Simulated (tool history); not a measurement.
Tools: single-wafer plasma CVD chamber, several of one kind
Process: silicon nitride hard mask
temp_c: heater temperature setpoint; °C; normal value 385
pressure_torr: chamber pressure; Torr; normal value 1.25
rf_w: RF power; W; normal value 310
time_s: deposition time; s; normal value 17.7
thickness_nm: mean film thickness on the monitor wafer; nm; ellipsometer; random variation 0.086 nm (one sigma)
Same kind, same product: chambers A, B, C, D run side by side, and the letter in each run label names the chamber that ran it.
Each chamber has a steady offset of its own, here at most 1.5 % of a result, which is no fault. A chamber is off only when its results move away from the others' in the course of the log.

run     day  temp_c  pressure_torr  rf_w  time_s  hours since the last thermocouple change  hours since the last RF generator calibration  hours since the last manometer calibration  read-back reference wafer on the same gauge, thickness_nm  thickness_nm
 1D   0.533     385           1.25   310    17.7                                     354.5                                         1332.8                                      1874.5                                                     21.895         19.39
 2A   0.925     385           1.25   310    17.7                                    1346.2                                          698.7                                       411.2                                                      21.89         19.42
 3B   1.325     385           1.25   310    17.7                                     359.7                                          534.2                                      1040.3                                                     21.904        19.678
 4C   1.871     385           1.25   310    17.7                                     925.6                                          635.1                                       476.5                                                     21.886        19.576
 5B   2.379     385           1.25   310    17.7                                       385                                          559.5                                      1065.6                                                     21.897        19.814
 6C   2.812     385           1.25   310    17.7                                     948.2                                          657.7                                       499.1                                                     21.883         19.66
 7D   3.192     385           1.25   310    17.7                                     418.3                                         1396.6                                      1938.3                                                     21.905        19.483
 8A   3.708     385           1.25   310    17.7                                      1413                                          765.5                                         478                                                     21.877        19.464
 9B   4.012     385           1.25   310    17.7                                     424.2                                          598.7                                      1104.8                                                     21.909         19.79
10D   4.604     385           1.25   310    17.7                                     452.2                                         1430.5                                      1972.2                                                     21.905        19.332
11A   4.942     385           1.25   310    17.7                                    1442.6                                          795.1                                       507.6                                                      21.89        19.662
12C   5.462     385           1.25   310    17.7                                    1011.8                                          721.3                                       562.7                                                     21.902        19.598
13A   6.125     385           1.25   310    17.7                                      1471                                          823.5                                         536                                                     21.893        19.484
14C   6.625     385           1.25   310    17.7                                    1039.7                                          749.2                                       590.6                                                     21.884        19.651
15B   7.188     385           1.25   310    17.7                                     500.4                                          674.9                                        1181                                                     21.885        19.734
16D     7.7     385           1.25   310    17.7                                     526.5                                         1504.8                                      2046.5                                                     21.888        19.571
17C   8.008     385           1.25   310    17.7                                    1072.9                                          782.4                                       623.8                                                     21.897        19.622
18A   8.454     385           1.25   310    17.7                                    1526.9                                          879.4                                       591.9                                                     21.897        19.424
19D   9.008     385           1.25   310    17.7                                     557.9                                         1536.2                                      2077.9                                                     21.877        19.396
20B   9.654     385           1.25   310    17.7                                     559.6                                          734.1                                      1240.2                                                     21.891        19.829
21D  10.004     385           1.25   310    17.7                                     581.8                                         1560.1                                      2101.8                                                     21.895        19.455
22B   10.65     385           1.25   310    17.7                                     583.5                                            758                                      1264.1                                                     21.911        19.702
23A  11.125     385           1.25   310    17.7                                      1591                                          943.5                                         656                                                     21.941        19.499
24C  11.788     385           1.25   310    17.7                                    1163.6                                          873.1                                       714.5                                                     21.898         19.47
25B  12.279     385           1.25   310    17.7                                     622.6                                          797.1                                      1303.2                                                     21.915         19.61
26D  12.733     385           1.25   310    17.7                                     647.3                                         1625.6                                      2167.3                                                     21.877        19.647
27C  13.162     385            1.4   360    17.7                                    1196.6                                          906.1                                       747.5                                                     21.901        22.278
28A  13.479     385            1.4   360    17.7                                    1647.5                                           1000                                       712.5                                                     21.866        22.323
29B  14.108     385            1.4   360    17.7                                     666.5                                            841                                      1347.1                                                      21.91        22.391
30C    14.5     385            1.4   360    17.7                                    1228.7                                          938.2                                       779.6                                                     21.891         22.36
31D  15.142     385           1.25   310    17.7                                     705.1                                         1683.4                                      2225.1                                                     21.898        19.449
32A  15.567     385           1.25   310    17.7                                    1697.6                                         1050.1                                       762.6                                                      21.92        19.487
33B  15.871     385           1.25   310    17.7                                     708.8                                          883.3                                      1389.4                                                     21.931        19.682
34C  16.454     385           1.25   310    17.7                                    1275.6                                          985.1                                       826.5                                                     21.897         19.54

For the next run the whole fleet of 4 chambers uses the same settings. Give each chamber's results:
35A  16.938     385           1.25   310    17.7                                                                                                                                                                                                             ?
35B  16.938     385           1.25   310    17.7                                                                                                                                                                                                             ?
35C  16.938     385           1.25   310    17.7                                                                                                                                                                                                             ?
35D  16.938     385           1.25   310    17.7                                                                                                                                                                                                             ?

run  thickness_nm
35A         19.35
35B        19.637
35C        19.642
35D        19.483

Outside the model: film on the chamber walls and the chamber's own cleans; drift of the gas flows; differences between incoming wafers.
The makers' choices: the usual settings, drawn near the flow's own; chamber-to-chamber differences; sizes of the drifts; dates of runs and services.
